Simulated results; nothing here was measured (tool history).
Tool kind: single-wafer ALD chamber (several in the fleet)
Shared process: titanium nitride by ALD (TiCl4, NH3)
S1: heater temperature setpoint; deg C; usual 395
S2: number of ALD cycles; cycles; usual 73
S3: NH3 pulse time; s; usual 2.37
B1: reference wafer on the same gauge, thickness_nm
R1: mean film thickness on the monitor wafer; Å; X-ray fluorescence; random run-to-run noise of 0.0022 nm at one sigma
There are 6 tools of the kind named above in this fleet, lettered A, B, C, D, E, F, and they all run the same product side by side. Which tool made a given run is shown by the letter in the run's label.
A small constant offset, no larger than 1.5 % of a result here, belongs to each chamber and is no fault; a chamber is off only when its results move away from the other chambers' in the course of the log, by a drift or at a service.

run,hour,S1,S2,S3,B1,R1
1D,8.4,395,73,2.37,1.7705,16.371
# hour 16.2: chamber E: thermocouple changed; heater temperature recalibrated
2E,21.4,395,73,2.37,1.7694,16.08
3F,33.5,395,73,2.37,1.7699,16.092
4A,40.9,395,73,2.37,1.769,16.208
5B,53.3,395,73,2.37,1.7692,16.256
6C,62.8,395,73,2.37,1.7691,16.202
7D,76.6,395,73,2.37,1.7683,16.326
8F,91.2,395,73,2.37,1.7684,16.037
9B,102,395,73,2.37,1.7677,16.272
10E,111.1,395,73,2.37,1.7678,16.069
11C,122.6,395,73,2.37,1.7676,16.207
12A,136.5,395,73,2.37,1.7669,16.141
13A,147.9,395,73,2.37,1.7675,16.127
14F,162.2,395,73,2.37,1.7672,16.039
15E,172.3,405,68,2.37,1.7672,15.003
16B,179.7,405,68,2.37,1.7665,15.244
17D,186.5,405,68,2.37,1.766,15.282
# hour 193.3: chamber B: thermocouple changed; heater temperature recalibrated
18C,193.4,405,68,2.37,1.7666,15.172
19C,208.2,405,68,2.37,1.7657,15.162
20E,222.7,405,68,2.37,1.7656,14.95
21F,232.5,395,73,2.37,1.7648,16.022
22B,244,395,73,2.37,1.7644,16.258
23D,255.2,395,73,2.37,1.7643,16.262
24A,267.3,395,73,2.37,1.7648,16.117
25E,281.4,395,73,2.37,1.7649,16.028
26D,290.3,395,73,2.37,1.7644,16.252
27A,305.6,395,73,2.37,1.7637,16.117
28F,317.6,395,73,2.37,1.7638,16.023
29B,332,395,73,2.37,1.7635,16.183
30C,346.1,395,66,2.37,1.7627,14.604
31C,353.3,395,66,2.37,1.7628,14.571
32B,363.7,395,66,2.37,1.763,14.678
33A,373.9,395,66,2.37,1.7622,14.589
34D,385.4,395,66,2.37,1.7626,14.663
35F,397.5,395,66,2.37,1.7619,14.486
36E,410.3,395,73,2.37,1.7616,15.992
37F,417.3,395,73,2.37,1.7609,15.987
38E,429.2,395,73,2.37,1.7613,15.963
39D,437.3,395,73,2.37,1.7607,16.273
40B,444.4,395,84,2.37,1.7601,18.625
41A,451.3,395,84,2.37,1.7604,18.514
42C,458.5,395,84,2.37,1.7606,18.549
43D,471.3,395,84,2.37,1.7602,18.677

Does one chamber stand apart from the rest, does the shared gauge drift, or is all well apart from small per-chamber offsets? Give the chamber and the most likely cause, where there is one.

The shared gauge is drifting. All chambers look as if they move in step, but none is off.
Cause: gauge reads low (%) = 0.56.

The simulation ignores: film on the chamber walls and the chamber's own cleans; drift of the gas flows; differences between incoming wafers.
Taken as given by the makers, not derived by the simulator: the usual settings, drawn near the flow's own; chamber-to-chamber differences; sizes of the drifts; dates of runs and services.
